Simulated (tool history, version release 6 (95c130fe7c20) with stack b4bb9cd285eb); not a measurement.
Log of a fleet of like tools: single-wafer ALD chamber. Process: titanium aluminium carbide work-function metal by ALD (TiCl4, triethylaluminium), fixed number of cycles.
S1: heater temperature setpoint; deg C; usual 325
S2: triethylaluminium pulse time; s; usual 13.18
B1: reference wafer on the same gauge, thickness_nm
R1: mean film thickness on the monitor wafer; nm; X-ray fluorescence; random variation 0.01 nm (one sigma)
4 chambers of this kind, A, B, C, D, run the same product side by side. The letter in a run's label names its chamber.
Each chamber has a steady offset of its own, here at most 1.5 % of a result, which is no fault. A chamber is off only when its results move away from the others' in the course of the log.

run 1D hour=6.4 | S1=325 S2=13.18 | B1=1.8397 | R1=2.2891
run 2B hour=11 | S1=325 S2=13.18 | B1=1.8399 | R1=2.2523
run 3C hour=15.2 | S1=325 S2=13.18 | B1=1.8411 | R1=2.3131
run 4A hour=21.8 | S1=325 S2=13.18 | B1=1.8375 | R1=2.3057
run 5C hour=27.9 | S1=325 S2=13.18 | B1=1.8393 | R1=2.3046
run 6B hour=31.1 | S1=325 S2=13.18 | B1=1.84 | R1=2.2587
run 7D hour=35 | S1=325 S2=11.35 | B1=1.84 | R1=2.2871
run 8A hour=38.4 | S1=325 S2=11.35 | B1=1.8405 | R1=2.2725
run 9D hour=44.7 | S1=325 S2=11.35 | B1=1.839 | R1=2.2575
run 10C hour=49.9 | S1=325 S2=11.35 | B1=1.839 | R1=2.2938
run 11A hour=56 | S1=311 S2=17.95 | B1=1.8398 | R1=2.1691
run 12B hour=59.3 | S1=311 S2=17.95 | B1=1.8399 | R1=2.1514
run 13B hour=65.3 | S1=311 S2=17.95 | B1=1.842 | R1=2.1641
run 14A hour=69 | S1=311 S2=17.95 | B1=1.8403 | R1=2.183
run 15D hour=74.2 | S1=325 S2=9.24 | B1=1.8417 | R1=2.1887
run 16C hour=77.4 | S1=325 S2=9.24 | B1=1.8401 | R1=2.2111
run 17C hour=81.9 | S1=325 S2=9.24 | B1=1.8386 | R1=2.2393
run 18B hour=85.9 | S1=325 S2=9.24 | B1=1.8388 | R1=2.2223
run 19A hour=89.6 | S1=325 S2=13.18 | B1=1.8404 | R1=2.2848
run 20D hour=95 | S1=325 S2=13.18 | B1=1.8375 | R1=2.263
run 21A hour=99.9 | S1=325 S2=13.18 | B1=1.8416 | R1=2.2768
run 22C hour=104.2 | S1=325 S2=13.18 | B1=1.8378 | R1=2.3026
run 23D hour=107.4 | S1=325 S2=13.18 | B1=1.841 | R1=2.2445
run 24B hour=111.3 | S1=325 S2=13.18 | B1=1.8401 | R1=2.3018
run 25C hour=114.8 | S1=325 S2=13.18 | B1=1.8421 | R1=2.2977
run 26D hour=121.5 | S1=325 S2=13.18 | B1=1.8393 | R1=2.2418
run 27A hour=127.4 | S1=325 S2=13.18 | B1=1.8383 | R1=2.2877
-- hour=131.2 chamber C: triethylaluminium bottle replaced
run 28B hour=131.5 | S1=310 S2=16.9 | B1=1.8389 | R1=2.1564
run 29C hour=135.4 | S1=310 S2=16.9 | B1=1.8394 | R1=2.1846
run 30A hour=140.1 | S1=310 S2=16.9 | B1=1.8407 | R1=2.1737
run 31B hour=147 | S1=310 S2=16.9 | B1=1.8387 | R1=2.1597

All 4 chambers run these settings next. Forecast each chamber's results:
run 32A hour=152.2 | S1=325 S2=15.74 | R1=?
run 32B hour=152.2 | S1=325 S2=15.74 | R1=?
run 32C hour=152.2 | S1=325 S2=15.74 | R1=?
run 32D hour=152.2 | S1=325 S2=15.74 | R1=?

run=32A R1=2.3033
run=32B R1=2.2932
run=32C R1=2.3151
run=32D R1=2.2576
